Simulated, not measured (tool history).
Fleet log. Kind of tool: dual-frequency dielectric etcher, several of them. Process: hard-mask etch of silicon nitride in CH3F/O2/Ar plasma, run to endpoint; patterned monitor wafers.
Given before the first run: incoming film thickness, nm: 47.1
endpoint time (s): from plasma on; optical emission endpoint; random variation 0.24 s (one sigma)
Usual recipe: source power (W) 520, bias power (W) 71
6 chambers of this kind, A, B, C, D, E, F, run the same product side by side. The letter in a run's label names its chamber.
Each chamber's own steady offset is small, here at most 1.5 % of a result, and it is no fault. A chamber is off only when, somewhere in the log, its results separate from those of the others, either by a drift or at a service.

run   hour  source power (W)  bias power (W)  hours since the last wet clean  hours since the last source power generator calibration  hours since the last bias power generator calibration  endpoint time (s)
 1B    3.6               520              71                           379.4                                                   1137.4                                                   83.1             61.305
 2F    6.9               520              71                           314.7                                                   4653.9                                                  934.7             61.823
 3A   10.9               520              71                           479.2                                                   1887.8                                                  150.0             62.176
      14.6  -- chamber E: bias power generator calibrated
 4D   15.2               520              71                           450.8                                                    307.1                                                 1846.9             61.839
 5C   17.3               520              71                           422.1                                                   4119.9                                                  256.5             61.079
 6E   20.5               520              71                           182.2                                                   1707.4                                                    6.0             62.557
 7A   23.4               520              71                           491.7                                                   1900.3                                                  162.5             62.153
 8D   26.1               520              71                           461.7                                                    318.0                                                 1857.8             61.776
 9B   28.2               520              71                           404.0                                                   1162.0                                                  107.7             62.048
10C   32.0               520              71                           436.8                                                   4134.6                                                  271.2             61.548
11F   34.5               520              71                           342.3                                                   4681.5                                                  962.3             62.381
12E   37.1               520              71                           198.8                                                   1724.0                                                   22.6             62.599
13E   39.7               590              77                           201.4                                                   1726.6                                                   25.2             57.986
14C   43.8               590              77                           448.6                                                   4146.4                                                  283.0             56.409
15D   46.6               590              77                           482.2                                                    338.5                                                 1878.3             57.359
16B   50.8               590              77                           426.6                                                   1184.6                                                  130.3             57.380
17A   54.2               590              77                           522.5                                                   1931.1                                                  193.3             57.448
18F   57.8               590              77                           365.6                                                   4704.8                                                  985.6             57.886
19A   62.1               520              71                           530.4                                                   1939.0                                                  201.2             61.729
20E   64.4               520              71                           226.1                                                   1751.3                                                   49.9             62.511
21C   67.5               520              71                           472.3                                                   4170.1                                                  306.7             61.077
22B   70.7               520              71                           446.5                                                   1204.5                                                  150.2             61.840
23F   75.0               520              71                           382.8                                                   4722.0                                                 1002.8             62.362
24D   76.9               450              64                           512.5                                                    368.8                                                 1908.6             67.337
25A   79.1               450              64                           547.4                                                   1956.0                                                  218.2             67.455
      82.3  -- chamber C: wet clean of the chamber
26E   83.4               450              64                           245.1                                                   1770.3                                                   68.9             68.341
27C   87.3               450              64                             5.0                                                   4189.9                                                  326.5             66.821
28F   90.0               450              64                           397.8                                                   4737.0                                                 1017.8             68.065
29D   92.8               450              64                           528.4                                                    384.7                                                 1924.5             67.788
      93.0  -- chamber B: wet clean of the chamber
30B   95.4               520              71                             2.5                                                   1229.2                                                  174.9             61.669
31F   98.9               520              71                           406.7                                                   4745.9                                                 1026.7             62.531
32A  101.5               520              71                           569.8                                                   1978.4                                                  240.6             61.751
33E  104.4               520              71                           266.1                                                   1791.3                                                   89.9             62.489
34C  107.1               520              71                            24.8                                                   4209.7                                                  346.3             60.790
35B  110.4               520              71                            17.5                                                   1244.2                                                  189.9             61.901
36D  113.5               520              71                           549.1                                                    405.4                                                 1945.2             62.057
37D  116.6               520              71                           552.2                                                    408.5                                                 1948.3             62.433

The same settings go to every chamber for the next run, one line per chamber below. Forecast the results for each:
38A  119.7               570              71                                                                                                                                                                  ?
38B  119.7               570              71                                                                                                                                                                  ?
38C  119.7               570              71                                                                                                                                                                  ?
38D  119.7               570              71                                                                                                                                                                  ?
38E  119.7               570              71                                                                                                                                                                  ?
38F  119.7               570              71                                                                                                                                                                  ?

run  endpoint time (s)
38A             60.102
38B             59.610
38C             58.806
38D             59.923
38E             60.304
38F             60.085
